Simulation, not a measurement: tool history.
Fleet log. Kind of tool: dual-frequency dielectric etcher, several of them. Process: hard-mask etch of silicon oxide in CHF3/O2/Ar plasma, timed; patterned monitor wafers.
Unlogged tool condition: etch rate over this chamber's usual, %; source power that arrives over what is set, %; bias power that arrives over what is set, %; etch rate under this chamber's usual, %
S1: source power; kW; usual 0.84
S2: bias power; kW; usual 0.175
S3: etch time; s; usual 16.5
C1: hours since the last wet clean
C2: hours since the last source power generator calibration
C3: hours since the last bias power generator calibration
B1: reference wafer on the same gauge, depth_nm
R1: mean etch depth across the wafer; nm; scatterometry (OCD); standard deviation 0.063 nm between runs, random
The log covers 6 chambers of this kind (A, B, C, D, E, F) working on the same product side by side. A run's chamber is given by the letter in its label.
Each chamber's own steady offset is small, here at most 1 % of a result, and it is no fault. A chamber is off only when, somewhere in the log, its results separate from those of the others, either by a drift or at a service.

{"run": "1F", "hour": 11.1, "S1": 0.84, "S2": 0.175, "S3": 16.5, "C1": 227.1, "C2": 1410.4, "C3": 1603.3, "B1": 34.891, "R1": 36.874}
{"run": "2A", "hour": 18.7, "S1": 0.84, "S2": 0.175, "S3": 16.5, "C1": 226.4, "C2": 232.9, "C3": 1527.2, "B1": 34.915, "R1": 36.532}
{"run": "3C", "hour": 29.1, "S1": 0.84, "S2": 0.175, "S3": 16.5, "C1": 104.8, "C2": 3729.3, "C3": 1981.6, "B1": 34.918, "R1": 36.737}
{"run": "4B", "hour": 35.9, "S1": 0.84, "S2": 0.175, "S3": 16.5, "C1": 493.2, "C2": 627.7, "C3": 1604.1, "B1": 34.926, "R1": 36.91}
{"run": "5E", "hour": 42.7, "S1": 0.84, "S2": 0.175, "S3": 16.5, "C1": 403.9, "C2": 3603.5, "C3": 2591.5, "B1": 34.934, "R1": 36.52}
{"run": "6D", "hour": 48.8, "S1": 0.84, "S2": 0.175, "S3": 16.5, "C1": 365.5, "C2": 426, "C3": 1447.5, "B1": 34.941, "R1": 36.805}
{"run": "7F", "hour": 56.1, "S1": 0.84, "S2": 0.175, "S3": 16.5, "C1": 272.1, "C2": 1455.4, "C3": 1648.3, "B1": 34.944, "R1": 37.044}
{"run": "8B", "hour": 63.1, "S1": 0.84, "S2": 0.175, "S3": 16.5, "C1": 520.4, "C2": 654.9, "C3": 1631.3, "B1": 34.954, "R1": 37.034}
{"hour": 73.4, "done": "chamber B: wet clean of the chamber"}
{"run": "9E", "hour": 74.3, "S1": 0.66, "S2": 0.175, "S3": 16.5, "C1": 435.5, "C2": 3635.1, "C3": 2623.1, "B1": 34.938, "R1": 33.274}
{"run": "10A", "hour": 80.1, "S1": 0.66, "S2": 0.175, "S3": 16.5, "C1": 287.8, "C2": 294.3, "C3": 1588.6, "B1": 34.963, "R1": 33.371}
{"run": "11C", "hour": 90.6, "S1": 0.66, "S2": 0.175, "S3": 16.5, "C1": 166.3, "C2": 3790.8, "C3": 2043.1, "B1": 34.965, "R1": 33.518}
{"run": "12D", "hour": 96.3, "S1": 0.66, "S2": 0.175, "S3": 16.5, "C1": 413, "C2": 473.5, "C3": 1495, "B1": 34.982, "R1": 33.64}
{"run": "13A", "hour": 103.8, "S1": 0.66, "S2": 0.175, "S3": 16.5, "C1": 311.5, "C2": 318, "C3": 1612.3, "B1": 34.962, "R1": 33.324}
{"run": "14E", "hour": 110.3, "S1": 0.66, "S2": 0.175, "S3": 16.5, "C1": 471.5, "C2": 3671.1, "C3": 2659.1, "B1": 34.996, "R1": 33.252}
{"run": "15F", "hour": 115.9, "S1": 0.84, "S2": 0.175, "S3": 16.5, "C1": 331.9, "C2": 1515.2, "C3": 1708.1, "B1": 34.995, "R1": 37.003}
{"run": "16C", "hour": 126.7, "S1": 0.84, "S2": 0.175, "S3": 16.5, "C1": 202.4, "C2": 3826.9, "C3": 2079.2, "B1": 34.996, "R1": 36.778}
{"hour": 133.5, "done": "chamber D: wet clean of the chamber"}
{"run": "17D", "hour": 136.4, "S1": 0.84, "S2": 0.175, "S3": 16.5, "C1": 2.9, "C2": 513.6, "C3": 1535.1, "B1": 35.004, "R1": 36.819}
{"run": "18B", "hour": 145.2, "S1": 0.84, "S2": 0.175, "S3": 16.5, "C1": 71.8, "C2": 737, "C3": 1713.4, "B1": 34.999, "R1": 37.087}
{"run": "19C", "hour": 153.2, "S1": 0.84, "S2": 0.175, "S3": 16.5, "C1": 228.9, "C2": 3853.4, "C3": 2105.7, "B1": 35.02, "R1": 36.787}
{"run": "20D", "hour": 159.6, "S1": 0.84, "S2": 0.175, "S3": 16.5, "C1": 26.1, "C2": 536.8, "C3": 1558.3, "B1": 35.024, "R1": 36.826}
{"run": "21E", "hour": 168.7, "S1": 0.84, "S2": 0.175, "S3": 16.5, "C1": 529.9, "C2": 3729.5, "C3": 2717.5, "B1": 35.032, "R1": 36.572}
{"run": "22F", "hour": 176.1, "S1": 0.84, "S2": 0.175, "S3": 16.5, "C1": 392.1, "C2": 1575.4, "C3": 1768.3, "B1": 35.033, "R1": 37.041}
{"run": "23B", "hour": 181.1, "S1": 0.84, "S2": 0.175, "S3": 16.5, "C1": 107.7, "C2": 772.9, "C3": 1749.3, "B1": 35.038, "R1": 37.092}
{"hour": 184.2, "done": "chamber E: wet clean of the chamber"}
{"run": "24A", "hour": 188.1, "S1": 0.84, "S2": 0.175, "S3": 16.5, "C1": 395.8, "C2": 402.3, "C3": 1696.6, "B1": 35.051, "R1": 36.61}
{"run": "25F", "hour": 196.7, "S1": 0.84, "S2": 0.175, "S3": 16.5, "C1": 412.7, "C2": 1596, "C3": 1788.9, "B1": 35.032, "R1": 37.1}
{"run": "26A", "hour": 202.2, "S1": 0.84, "S2": 0.175, "S3": 16.5, "C1": 409.9, "C2": 416.4, "C3": 1710.7, "B1": 35.037, "R1": 36.775}
{"run": "27E", "hour": 209.0, "S1": 0.84, "S2": 0.175, "S3": 16.5, "C1": 24.9, "C2": 3769.8, "C3": 2757.8, "B1": 35.062, "R1": 36.819}
{"run": "28C", "hour": 217.0, "S1": 0.84, "S2": 0.175, "S3": 16.5, "C1": 292.7, "C2": 3917.2, "C3": 2169.5, "B1": 35.063, "R1": 36.899}
{"run": "29D", "hour": 224.2, "S1": 0.84, "S2": 0.175, "S3": 16.5, "C1": 90.7, "C2": 601.4, "C3": 1622.9, "B1": 35.058, "R1": 36.916}
{"hour": 230.6, "done": "chamber A: bias power generator calibrated"}
{"run": "30B", "hour": 233.0, "S1": 0.84, "S2": 0.175, "S3": 16.5, "C1": 159.6, "C2": 824.8, "C3": 1801.2, "B1": 35.058, "R1": 37.196}
{"run": "31B", "hour": 241.6, "S1": 0.84, "S2": 0.175, "S3": 16.5, "C1": 168.2, "C2": 833.4, "C3": 1809.8, "B1": 35.08, "R1": 37.122}
{"run": "32E", "hour": 250.7, "S1": 0.84, "S2": 0.175, "S3": 16.5, "C1": 66.6, "C2": 3811.5, "C3": 2799.5, "B1": 35.084, "R1": 36.626}
{"run": "33A", "hour": 256.8, "S1": 0.84, "S2": 0.175, "S3": 16.5, "C1": 464.5, "C2": 471, "C3": 26.3, "B1": 35.077, "R1": 36.644}
{"run": "34F", "hour": 261.8, "S1": 0.84, "S2": 0.155, "S3": 16.5, "C1": 477.8, "C2": 1661.1, "C3": 1854, "B1": 35.08, "R1": 35.799}
{"run": "35D", "hour": 268.3, "S1": 0.84, "S2": 0.155, "S3": 16.5, "C1": 134.8, "C2": 645.5, "C3": 1667, "B1": 35.088, "R1": 35.594}
{"run": "36C", "hour": 274.5, "S1": 0.84, "S2": 0.155, "S3": 16.5, "C1": 350.2, "C2": 3974.7, "C3": 2227, "B1": 35.095, "R1": 35.44}
{"run": "37F", "hour": 280.8, "S1": 0.84, "S2": 0.155, "S3": 16.5, "C1": 496.8, "C2": 1680.1, "C3": 1873, "B1": 35.105, "R1": 35.849}
{"run": "38C", "hour": 285.8, "S1": 0.84, "S2": 0.155, "S3": 16.5, "C1": 361.5, "C2": 3986, "C3": 2238.3, "B1": 35.094, "R1": 35.548}
{"run": "39E", "hour": 291.1, "S1": 0.84, "S2": 0.155, "S3": 16.5, "C1": 107, "C2": 3851.9, "C3": 2839.9, "B1": 35.117, "R1": 35.329}
{"run": "40B", "hour": 300.9, "S1": 0.84, "S2": 0.175, "S3": 14.5, "C1": 227.5, "C2": 892.7, "C3": 1869.1, "B1": 35.134, "R1": 32.599}
{"run": "41D", "hour": 310.3, "S1": 0.84, "S2": 0.175, "S3": 14.5, "C1": 176.8, "C2": 687.5, "C3": 1709, "B1": 35.124, "R1": 32.432}
{"run": "42A", "hour": 316.0, "S1": 0.84, "S2": 0.175, "S3": 14.5, "C1": 523.7, "C2": 530.2, "C3": 85.5, "B1": 35.13, "R1": 32.243}
{"run": "43A", "hour": 323.6, "S1": 0.84, "S2": 0.175, "S3": 14.5, "C1": 531.3, "C2": 537.8, "C3": 93.1, "B1": 35.139, "R1": 32.343}

Decide between three cases: one chamber stands off from its peers, the gauge reading all wafers drifts, or nothing is wrong past each chamber's small offset. Where a chamber is off, say which and what most likely put it there.

No chamber is off; the gauge reading every chamber's wafers drifts, which makes the whole fleet appear to move together.
Cause: gauge reads high (%) = 0.701.
